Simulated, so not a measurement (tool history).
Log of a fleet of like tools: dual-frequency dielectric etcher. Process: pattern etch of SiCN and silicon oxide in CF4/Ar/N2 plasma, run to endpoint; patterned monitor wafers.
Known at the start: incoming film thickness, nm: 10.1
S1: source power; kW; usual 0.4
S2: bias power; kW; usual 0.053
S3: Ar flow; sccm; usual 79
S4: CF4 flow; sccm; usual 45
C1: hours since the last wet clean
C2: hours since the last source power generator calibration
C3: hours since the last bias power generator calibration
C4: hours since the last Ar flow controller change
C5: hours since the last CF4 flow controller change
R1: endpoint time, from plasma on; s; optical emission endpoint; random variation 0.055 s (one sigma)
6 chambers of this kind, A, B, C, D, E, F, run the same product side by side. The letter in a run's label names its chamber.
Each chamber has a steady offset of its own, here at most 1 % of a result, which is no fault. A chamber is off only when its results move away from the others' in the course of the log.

{"run": "1D", "hour": 10.2, "S1": 0.4, "S2": 0.053, "S3": 79, "S4": 45, "C1": 335.7, "C2": 3410.3, "C3": 760.5, "C4": 4465.9, "C5": 1042.3, "R1": 14.909}
{"hour": 10.8, "done": "chamber A: source power generator calibrated"}
{"run": "2F", "hour": 16.6, "S1": 0.4, "S2": 0.053, "S3": 79, "S4": 45, "C1": 304.8, "C2": 3529.3, "C3": 1869.6, "C4": 1031.5, "C5": 2306.8, "R1": 14.84}
{"hour": 19.9, "done": "chamber F: wet clean of the chamber"}
{"hour": 27.7, "done": "chamber A: wet clean of the chamber"}
{"run": "3E", "hour": 29.3, "S1": 0.4, "S2": 0.053, "S3": 79, "S4": 45, "C1": 261, "C2": 1308.3, "C3": 1986.5, "C4": 4342.5, "C5": 3161.4, "R1": 14.869}
{"run": "4C", "hour": 42.0, "S1": 0.4, "S2": 0.053, "S3": 79, "S4": 45, "C1": 412.7, "C2": 2043.4, "C3": 963.9, "C4": 1102, "C5": 3047.3, "R1": 14.987}
{"run": "5B", "hour": 49.3, "S1": 0.4, "S2": 0.053, "S3": 79, "S4": 45, "C1": 130.4, "C2": 1328.2, "C3": 1523, "C4": 1773.8, "C5": 1342.4, "R1": 14.865}
{"run": "6A", "hour": 61.3, "S1": 0.4, "S2": 0.053, "S3": 79, "S4": 45, "C1": 33.6, "C2": 50.5, "C3": 1290.8, "C4": 3814.6, "C5": 772, "R1": 14.824}
{"run": "7A", "hour": 70.0, "S1": 0.4, "S2": 0.053, "S3": 79, "S4": 45, "C1": 42.3, "C2": 59.2, "C3": 1299.5, "C4": 3823.3, "C5": 780.7, "R1": 14.688}
{"hour": 78.7, "done": "chamber E: Ar flow controller replaced"}
{"run": "8F", "hour": 79.1, "S1": 0.4, "S2": 0.053, "S3": 79, "S4": 45, "C1": 59.2, "C2": 3591.8, "C3": 1932.1, "C4": 1094, "C5": 2369.3, "R1": 14.799}
{"run": "9E", "hour": 86.8, "S1": 0.4, "S2": 0.044, "S3": 79, "S4": 36, "C1": 318.5, "C2": 1365.8, "C3": 2044, "C4": 8.1, "C5": 3218.9, "R1": 16.53}
{"run": "10B", "hour": 98.6, "S1": 0.4, "S2": 0.044, "S3": 79, "S4": 36, "C1": 179.7, "C2": 1377.5, "C3": 1572.3, "C4": 1823.1, "C5": 1391.7, "R1": 16.496}
{"run": "11C", "hour": 105.9, "S1": 0.4, "S2": 0.044, "S3": 79, "S4": 36, "C1": 476.6, "C2": 2107.3, "C3": 1027.8, "C4": 1165.9, "C5": 3111.2, "R1": 16.505}
{"run": "12D", "hour": 118.6, "S1": 0.4, "S2": 0.044, "S3": 79, "S4": 36, "C1": 444.1, "C2": 3518.7, "C3": 868.9, "C4": 4574.3, "C5": 1150.7, "R1": 16.514}
{"run": "13F", "hour": 127.9, "S1": 0.4, "S2": 0.044, "S3": 79, "S4": 36, "C1": 108, "C2": 3640.6, "C3": 1980.9, "C4": 1142.8, "C5": 2418.1, "R1": 16.46}
{"hour": 128.5, "done": "chamber A: Ar flow controller replaced"}
{"run": "14B", "hour": 137.3, "S1": 0.4, "S2": 0.044, "S3": 79, "S4": 36, "C1": 218.4, "C2": 1416.2, "C3": 1611, "C4": 1861.8, "C5": 1430.4, "R1": 16.567}
{"hour": 138.1, "done": "chamber C: source power generator calibrated"}
{"run": "15D", "hour": 150.8, "S1": 0.4, "S2": 0.053, "S3": 79, "S4": 45, "C1": 476.3, "C2": 3550.9, "C3": 901.1, "C4": 4606.5, "C5": 1182.9, "R1": 14.902}
{"hour": 160.4, "done": "chamber D: wet clean of the chamber"}
{"run": "16E", "hour": 163.3, "S1": 0.4, "S2": 0.053, "S3": 79, "S4": 45, "C1": 395, "C2": 1442.3, "C3": 2120.5, "C4": 84.6, "C5": 3295.4, "R1": 14.973}
{"run": "17C", "hour": 172.2, "S1": 0.4, "S2": 0.053, "S3": 79, "S4": 45, "C1": 542.9, "C2": 34.2, "C3": 1094.1, "C4": 1232.2, "C5": 3177.5, "R1": 14.856}
{"run": "18A", "hour": 184.6, "S1": 0.4, "S2": 0.053, "S3": 79, "S4": 45, "C1": 156.9, "C2": 173.8, "C3": 1414.1, "C4": 56.2, "C5": 895.3, "R1": 14.778}
{"run": "19A", "hour": 193.1, "S1": 0.4, "S2": 0.053, "S3": 79, "S4": 45, "C1": 165.4, "C2": 182.3, "C3": 1422.6, "C4": 64.7, "C5": 903.8, "R1": 14.795}
{"run": "20F", "hour": 206.5, "S1": 0.4, "S2": 0.053, "S3": 79, "S4": 45, "C1": 186.6, "C2": 3719.2, "C3": 2059.5, "C4": 1221.4, "C5": 2496.7, "R1": 14.79}
{"hour": 206.8, "done": "chamber C: wet clean of the chamber"}
{"hour": 214.4, "done": "chamber E: wet clean of the chamber"}
{"run": "21C", "hour": 220.1, "S1": 0.4, "S2": 0.053, "S3": 79, "S4": 45, "C1": 13.4, "C2": 82.1, "C3": 1142, "C4": 1280.1, "C5": 3225.4, "R1": 14.874}
{"run": "22E", "hour": 231.0, "S1": 0.4, "S2": 0.046, "S3": 64, "S4": 45, "C1": 16.7, "C2": 1510, "C3": 2188.2, "C4": 152.3, "C5": 3363.1, "R1": 15.03}
{"run": "23B", "hour": 240.5, "S1": 0.4, "S2": 0.046, "S3": 64, "S4": 45, "C1": 321.6, "C2": 1519.4, "C3": 1714.2, "C4": 1965, "C5": 1533.6, "R1": 15.237}
{"run": "24D", "hour": 247.5, "S1": 0.4, "S2": 0.046, "S3": 64, "S4": 45, "C1": 87.2, "C2": 3647.6, "C3": 997.8, "C4": 4703.2, "C5": 1279.6, "R1": 15.063}
{"run": "25F", "hour": 259.6, "S1": 0.4, "S2": 0.046, "S3": 64, "S4": 45, "C1": 239.7, "C2": 3772.3, "C3": 2112.6, "C4": 1274.5, "C5": 2549.8, "R1": 15.016}
{"run": "26C", "hour": 268.2, "S1": 0.4, "S2": 0.046, "S3": 64, "S4": 45, "C1": 61.5, "C2": 130.2, "C3": 1190.1, "C4": 1328.2, "C5": 3273.5, "R1": 15.118}
{"run": "27A", "hour": 277.5, "S1": 0.4, "S2": 0.046, "S3": 64, "S4": 45, "C1": 249.8, "C2": 266.7, "C3": 1507, "C4": 149.1, "C5": 988.2, "R1": 14.9}
{"run": "28D", "hour": 287.8, "S1": 0.4, "S2": 0.053, "S3": 79, "S4": 45, "C1": 127.5, "C2": 3687.9, "C3": 1038.1, "C4": 4743.5, "C5": 1319.9, "R1": 14.928}
{"run": "29B", "hour": 294.6, "S1": 0.4, "S2": 0.053, "S3": 79, "S4": 45, "C1": 375.7, "C2": 1573.5, "C3": 1768.3, "C4": 2019.1, "C5": 1587.7, "R1": 15.138}
{"run": "30E", "hour": 306.5, "S1": 0.4, "S2": 0.053, "S3": 79, "S4": 45, "C1": 92.2, "C2": 1585.5, "C3": 2263.7, "C4": 227.8, "C5": 3438.6, "R1": 14.877}
{"run": "31E", "hour": 312.3, "S1": 0.4, "S2": 0.053, "S3": 79, "S4": 45, "C1": 98, "C2": 1591.3, "C3": 2269.5, "C4": 233.6, "C5": 3444.4, "R1": 15.019}
{"run": "32C", "hour": 324.2, "S1": 0.4, "S2": 0.053, "S3": 79, "S4": 45, "C1": 117.5, "C2": 186.2, "C3": 1246.1, "C4": 1384.2, "C5": 3329.5, "R1": 14.948}
{"run": "33A", "hour": 336.4, "S1": 0.4, "S2": 0.053, "S3": 79, "S4": 45, "C1": 308.7, "C2": 325.6, "C3": 1565.9, "C4": 208, "C5": 1047.1, "R1": 14.782}
{"run": "34B", "hour": 343.0, "S1": 0.4, "S2": 0.053, "S3": 79, "S4": 45, "C1": 424.1, "C2": 1621.9, "C3": 1816.7, "C4": 2067.5, "C5": 1636.1, "R1": 15.187}
{"run": "35D", "hour": 350.8, "S1": 0.4, "S2": 0.053, "S3": 79, "S4": 45, "C1": 190.5, "C2": 3750.9, "C3": 1101.1, "C4": 4806.5, "C5": 1382.9, "R1": 14.896}
{"run": "36F", "hour": 361.5, "S1": 0.4, "S2": 0.053, "S3": 79, "S4": 45, "C1": 341.6, "C2": 3874.2, "C3": 2214.5, "C4": 1376.4, "C5": 2651.7, "R1": 14.752}
{"run": "37E", "hour": 373.2, "S1": 0.4, "S2": 0.053, "S3": 79, "S4": 45, "C1": 158.9, "C2": 1652.2, "C3": 2330.4, "C4": 294.5, "C5": 3505.3, "R1": 14.846}

All 6 chambers run these settings next. Forecast each chamber's results:
{"run": "38A", "hour": 382.9, "S1": 0.4, "S2": 0.053, "S3": 79, "S4": 45, "R1": "?"}
{"run": "38B", "hour": 382.9, "S1": 0.4, "S2": 0.053, "S3": 79, "S4": 45, "R1": "?"}
{"run": "38C", "hour": 382.9, "S1": 0.4, "S2": 0.053, "S3": 79, "S4": 45, "R1": "?"}
{"run": "38D", "hour": 382.9, "S1": 0.4, "S2": 0.053, "S3": 79, "S4": 45, "R1": "?"}
{"run": "38E", "hour": 382.9, "S1": 0.4, "S2": 0.053, "S3": 79, "S4": 45, "R1": "?"}
{"run": "38F", "hour": 382.9, "S1": 0.4, "S2": 0.053, "S3": 79, "S4": 45, "R1": "?"}

run=38A R1=14.773
run=38B R1=15.218
run=38C R1=14.98
run=38D R1=14.826
run=38E R1=14.934
run=38F R1=14.801

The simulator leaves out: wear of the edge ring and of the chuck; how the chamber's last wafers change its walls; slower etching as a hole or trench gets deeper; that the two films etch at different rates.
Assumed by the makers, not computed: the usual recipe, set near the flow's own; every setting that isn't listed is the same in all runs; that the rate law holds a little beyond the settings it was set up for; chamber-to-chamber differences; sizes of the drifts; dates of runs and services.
